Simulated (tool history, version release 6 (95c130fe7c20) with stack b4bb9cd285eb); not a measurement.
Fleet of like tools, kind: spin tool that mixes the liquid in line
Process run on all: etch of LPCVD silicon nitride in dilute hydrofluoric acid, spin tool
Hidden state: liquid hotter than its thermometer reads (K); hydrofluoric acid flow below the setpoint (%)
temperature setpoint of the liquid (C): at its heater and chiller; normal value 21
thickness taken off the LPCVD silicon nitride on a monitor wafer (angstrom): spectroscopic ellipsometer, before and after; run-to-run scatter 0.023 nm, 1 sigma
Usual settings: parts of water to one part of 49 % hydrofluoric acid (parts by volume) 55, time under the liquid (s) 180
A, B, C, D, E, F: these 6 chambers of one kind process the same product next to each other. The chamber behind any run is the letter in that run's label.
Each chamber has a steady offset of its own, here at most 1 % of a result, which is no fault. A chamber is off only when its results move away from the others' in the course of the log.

run	hour	temperature setpoint of the liquid (C)	parts of water to one part of 49 % hydrofluoric acid (parts by volume)	time under the liquid (s)	hours since the thermometer was replaced	hours since the hydrofluoric acid flow meter was replaced	read-back film thickness of the LPCVD silicon nitride reference wafer, read on the same gauge (nm)	thickness taken off the LPCVD silicon nitride on a monitor wafer (angstrom)
1E	7.1	21	55	180	326.6	602.3	40.001	12.8710
2D	12.0	21	55	180	245.7	55.9	40.008	12.1370
3B	16.1	21	55	180	1283.0	216.1	40.011	12.7270
4F	20.6	21	55	180	84.4	1324.4	39.994	12.5200
5A	24.9	21	55	180	394.1	581.9	40.006	12.5410
6C	28.8	21	55	180	1233.9	728.5	39.996	12.8920
7D	33.5	21	55	180	267.2	77.4	39.984	12.5770
8C	40.7	21	55	180	1245.8	740.4	39.998	12.7630
9A	49.0	21	55	180	418.2	606.0	39.991	12.4950
10B	55.2	21	55	180	1322.1	255.2	40.016	12.5210
11E	63.4	21	55	180	382.9	658.6	40.003	12.2150
12F	71.5	21	55	180	135.3	1375.3	40.020	12.5470
13B	77.2	21	85	130	1344.1	277.2	40.000	5.9596
14C	82.3	21	85	130	1287.4	782.0	40.003	5.8958
15D	90.1	21	85	130	323.8	134.0	39.991	5.9268
# hour 91.7: chamber E: hydrofluoric acid flow meter replaced
16A	95.4	21	85	130	464.6	652.4	39.982	5.6516
17F	102.0	21	85	130	165.8	1405.8	39.996	5.9833
18E	107.0	21	85	130	426.5	15.3	40.000	5.8259
# hour 109.1: chamber B: thermometer replaced
19D	114.9	21	55	180	348.6	158.8	40.007	12.5620
20C	119.0	21	55	180	1324.1	818.7	39.972	13.0200
21F	127.4	21	55	180	191.2	1431.2	39.992	12.2640
22E	131.9	21	55	180	451.4	40.2	40.007	12.3520
23B	137.4	21	55	180	28.3	337.4	40.017	12.1610
24A	143.8	21	55	180	513.0	700.8	39.993	12.4210
25E	150.2	21	55	260	469.7	58.5	39.998	18.7480
26C	154.1	21	55	260	1359.2	853.8	40.008	18.2400
27B	158.9	21	55	260	49.8	358.9	39.999	18.8490
28D	165.2	21	55	260	398.9	209.1	39.997	18.1170
29F	171.8	21	55	260	235.6	1475.6	40.003	18.7000
30A	176.2	21	55	260	545.4	733.2	39.992	18.3220
31F	181.9	21	55	180	245.7	1485.7	40.006	12.5050
32C	189.4	21	55	180	1394.5	889.1	39.999	12.6520
33A	193.2	21	55	180	562.4	750.2	40.001	12.7670
34E	202.0	21	55	180	521.5	110.3	40.000	12.9520
35D	206.0	21	55	180	439.7	249.9	39.991	12.5970
36B	213.3	21	55	180	104.2	413.3	39.986	12.6210
37B	219.9	21	45	180	110.8	419.9	40.015	14.8740

Each of the 6 chambers runs these same settings next. Fill in every chamber's results:
38A	226.2	26	55	180				?
38B	226.2	26	55	180				?
38C	226.2	26	55	180				?
38D	226.2	26	55	180				?
38E	226.2	26	55	180				?
38F	226.2	26	55	180				?

run	thickness taken off the LPCVD silicon nitride on a monitor wafer (angstrom)
38A	17.9080
38B	17.6410
38C	17.1040
38D	17.3240
38E	17.6340
38F	18.0920

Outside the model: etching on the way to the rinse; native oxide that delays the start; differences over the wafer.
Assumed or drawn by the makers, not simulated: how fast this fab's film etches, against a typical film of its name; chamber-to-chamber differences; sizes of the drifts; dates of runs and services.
